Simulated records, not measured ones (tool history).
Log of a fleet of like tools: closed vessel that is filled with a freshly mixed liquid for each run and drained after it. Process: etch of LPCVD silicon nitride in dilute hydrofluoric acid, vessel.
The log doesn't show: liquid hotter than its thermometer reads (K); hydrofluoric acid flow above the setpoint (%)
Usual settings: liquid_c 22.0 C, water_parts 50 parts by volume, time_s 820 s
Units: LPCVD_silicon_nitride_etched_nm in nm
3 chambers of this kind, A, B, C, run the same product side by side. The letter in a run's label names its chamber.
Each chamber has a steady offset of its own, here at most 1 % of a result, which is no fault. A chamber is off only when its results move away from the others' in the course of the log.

run,hour,liquid_c,water_parts,time_s,hours since the thermometer was replaced,hours since the hydrofluoric acid flow meter was replaced,"read-back film thickness of the LPCVD silicon nitride reference wafer, read on the same gauge (nm)",LPCVD_silicon_nitride_etched_nm
1C,5.1,22.0,50,820,380.1,552.8,140.00,6.3963
2A,13.3,22.0,50,820,217.4,250.1,139.97,6.4172
3B,20.1,22.0,50,820,445.0,479.2,140.01,6.4015
4A,27.5,22.0,50,820,231.6,264.3,139.98,6.3712
5C,31.6,22.0,50,820,406.6,579.3,140.02,6.3982
6B,35.9,22.0,50,820,460.8,495.0,139.98,6.3135
7A,43.7,22.0,50,820,247.8,280.5,140.01,6.4168
8C,52.2,22.0,50,1240,427.2,599.9,140.01,9.7793
9B,58.2,22.0,50,1240,483.1,517.3,140.00,9.7521
10C,62.0,22.0,50,1240,437.0,609.7,140.00,9.4626
11B,67.0,22.0,50,820,491.9,526.1,139.98,6.4408
12A,73.9,22.0,50,820,278.0,310.7,140.00,6.4378
13A,79.7,22.0,50,820,283.8,316.5,139.99,6.3820
14C,86.5,22.0,50,820,461.5,634.2,140.01,6.3844
15B,93.3,22.0,50,820,518.2,552.4,139.99,6.4225
16B,100.5,22.0,50,820,525.4,559.6,140.01,6.3043
17C,108.6,22.0,50,820,483.6,656.3,140.00,6.4734
18A,113.6,22.0,50,820,317.7,350.4,139.98,6.4745
19A,120.8,24.5,50,1110,324.9,357.6,139.97,10.3800
20B,125.3,24.5,50,1110,550.2,584.4,140.00,10.1200
21C,133.0,24.5,50,1110,508.0,680.7,140.04,10.3180
22B,141.0,22.0,50,820,565.9,600.1,140.00,6.4151
23C,146.9,22.0,50,820,521.9,694.6,139.98,6.5167
24A,153.5,18.0,50,820,357.6,390.3,139.99,4.8950
25C,161.9,18.0,50,820,536.9,709.6,140.01,5.0062
26A,169.3,18.0,50,820,373.4,406.1,140.03,4.8612
27B,173.7,22.0,50,820,598.6,632.8,140.01,6.3682
28A,180.0,22.0,50,820,384.1,416.8,140.00,6.5483
29B,188.7,22.0,50,820,613.6,647.8,140.00,6.3715
30C,194.1,22.0,50,820,569.1,741.8,140.01,6.7384
31B,202.0,22.0,50,820,626.9,661.1,140.00,6.3611
32A,208.8,25.0,50,380,412.9,445.6,139.99,3.6211
33C,216.1,25.0,50,380,591.1,763.8,140.00,3.8576
34C,223.6,25.0,50,380,598.6,771.3,139.99,3.8353
35B,230.8,22.0,50,820,655.7,689.9,140.01,6.3617
36A,234.5,18.5,50,820,438.6,471.3,139.99,4.9488
37C,241.5,18.5,50,820,616.5,789.2,140.02,5.3741
38A,246.4,18.5,50,820,450.5,483.2,140.00,4.9592
39B,254.4,22.0,50,820,679.3,713.5,139.98,6.3848

What goes on in this fleet: one chamber off, a drifting gauge, or nothing beyond the chambers' own small offsets? Name the chamber and the cause, if any.

Chamber C drifts away from the others.
Cause: liquid hotter than its thermometer reads (K) = 1.2.
The log may not tell that from: hydrofluoric acid flow above the setpoint (%).

Here are 4 candidates for chamber C's next run, each the usual settings with a change, their results left as question marks. Which one brings its results back in line with what the others give on the usual settings?
In line means no further than this from the other chambers' mean on the usual settings: LPCVD_silicon_nitride_etched_nm 0.1800 nm
40C-1,260.6,23.0,50,820,,,,?
40C-2,260.6,24.0,50,820,,,,?
40C-3,260.6,22.0,50,720,,,,?
40C-4,260.6,22.0,50,760,,,,?

The other chambers' mean on the usual settings: LPCVD_silicon_nitride_etched_nm 6.4036 nm
run,LPCVD_silicon_nitride_etched_nm
40C-1,7.3540
40C-2,7.8696
40C-3,6.0311
40C-4,6.3662
40C-4 brings the chamber back in line.

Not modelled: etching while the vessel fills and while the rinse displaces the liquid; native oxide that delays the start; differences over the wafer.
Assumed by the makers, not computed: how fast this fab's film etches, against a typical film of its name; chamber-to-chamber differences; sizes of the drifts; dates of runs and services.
